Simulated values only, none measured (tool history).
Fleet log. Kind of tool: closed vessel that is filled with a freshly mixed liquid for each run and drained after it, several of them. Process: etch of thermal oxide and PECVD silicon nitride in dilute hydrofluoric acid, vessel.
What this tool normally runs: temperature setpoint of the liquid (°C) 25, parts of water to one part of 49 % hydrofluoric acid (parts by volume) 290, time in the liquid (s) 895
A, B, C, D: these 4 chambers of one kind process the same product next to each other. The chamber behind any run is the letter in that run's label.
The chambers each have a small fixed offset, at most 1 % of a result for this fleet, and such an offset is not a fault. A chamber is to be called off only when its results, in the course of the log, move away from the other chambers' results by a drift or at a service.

| run | hour | temperature setpoint of the liquid (°C) | parts of water to one part of 49 % hydrofluoric acid (parts by volume) | time in the liquid (s) | read-back film thickness of the thermal oxide reference wafer, read on the same gauge (nm) | read-back film thickness of the PECVD silicon nitride reference wafer, read on the same gauge (nm) | thickness taken off the thermal oxide on a monitor wafer (angstrom) | thickness taken off the PECVD silicon nitride on a monitor wafer (angstrom) |
|---|---|---|---|---|---|---|---|---|
| 1D | 6.8 | 25 | 290 | 895 | 40.007 | 150.01 | 124.15 | 188.11 |
| 2C | 15.9 | 25 | 290 | 895 | 40.020 | 150.00 | 123.70 | 187.91 |
| 3A | 20.3 | 25 | 290 | 895 | 40.002 | 150.01 | 124.90 | 185.63 |
| 4B | 24.9 | 25 | 290 | 895 | 40.019 | 149.99 | 123.55 | 188.55 |
| 5A | 33.3 | 25 | 290 | 895 | 40.016 | 149.99 | 124.03 | 186.30 |
| 6B | 39.1 | 25 | 290 | 895 | 39.997 | 150.03 | 124.39 | 186.89 |
| 7C | 48.4 | 25 | 290 | 895 | 39.996 | 150.00 | 124.14 | 185.10 |
| 8D | 57.4 | 25 | 290 | 895 | 40.022 | 149.96 | 123.81 | 187.57 |
| 9D | 67.0 | 25 | 290 | 895 | 40.005 | 150.01 | 124.85 | 190.08 |
| 10A | 76.4 | 25 | 290 | 895 | 40.007 | 150.00 | 124.55 | 189.27 |
| 11C | 81.2 | 25 | 290 | 895 | 40.008 | 150.01 | 124.58 | 189.28 |
| 12B | 89.1 | 25 | 290 | 895 | 40.007 | 150.00 | 124.04 | 186.64 |
| 13D | 94.9 | 25 | 290 | 895 | 40.002 | 150.00 | 124.86 | 191.15 |
| 14A | 103.3 | 25 | 290 | 895 | 39.988 | 149.99 | 124.59 | 185.80 |
| 15B | 111.8 | 25 | 290 | 895 | 40.010 | 150.00 | 123.62 | 189.27 |
| 16C | 119.4 | 25 | 155 | 895 | 39.992 | 150.06 | 273.42 | 347.23 |
| 17B | 129.1 | 25 | 155 | 895 | 40.010 | 149.99 | 264.43 | 351.29 |
| 18C | 135.1 | 25 | 155 | 895 | 40.006 | 150.02 | 272.19 | 348.82 |
| 19A | 144.3 | 25 | 155 | 895 | 39.998 | 149.99 | 274.40 | 347.74 |
| 20D | 149.7 | 25 | 290 | 895 | 39.991 | 150.00 | 126.25 | 191.85 |
| 21C | 156.9 | 25 | 290 | 895 | 40.004 | 149.99 | 124.36 | 187.52 |
| 22D | 162.7 | 25 | 290 | 895 | 39.989 | 149.97 | 127.29 | 192.12 |
| 23A | 167.0 | 25 | 290 | 895 | 40.000 | 149.99 | 124.17 | 189.11 |
| 24B | 173.1 | 25 | 290 | 895 | 40.003 | 150.00 | 123.72 | 186.12 |
| 25B | 179.1 | 25 | 290 | 895 | 40.004 | 150.00 | 123.61 | 189.52 |
| 26A | 187.7 | 25 | 290 | 895 | 39.990 | 150.02 | 123.93 | 186.73 |
| 27D | 195.8 | 25 | 290 | 895 | 39.979 | 150.01 | 127.48 | 195.75 |
| 28C | 204.6 | 25 | 290 | 895 | 39.992 | 150.00 | 124.11 | 188.77 |
|  | 209.8 | chamber A: hydrofluoric acid flow meter replaced |
| 29C | 212.0 | 25 | 200 | 895 | 40.008 | 149.97 | 199.39 | 271.13 |
| 30A | 220.8 | 25 | 200 | 895 | 40.016 | 149.99 | 200.64 | 272.84 |
| 31D | 229.3 | 25 | 200 | 895 | 39.995 | 149.99 | 203.06 | 278.61 |

All chambers now run identical settings, listed one chamber a line with results as question marks. What results will each chamber show?
| 32A | 236.2 | 25 | 290 | 1075 |  |  | ? | ? |
| 32B | 236.2 | 25 | 290 | 1075 |  |  | ? | ? |
| 32C | 236.2 | 25 | 290 | 1075 |  |  | ? | ? |
| 32D | 236.2 | 25 | 290 | 1075 |  |  | ? | ? |

| run | thickness taken off the thermal oxide on a monitor wafer (angstrom) | thickness taken off the PECVD silicon nitride on a monitor wafer (angstrom) |
|---|---|---|
| 32A | 148.48 | 222.99 |
| 32B | 149.34 | 226.21 |
| 32C | 148.93 | 225.24 |
| 32D | 154.26 | 233.92 |
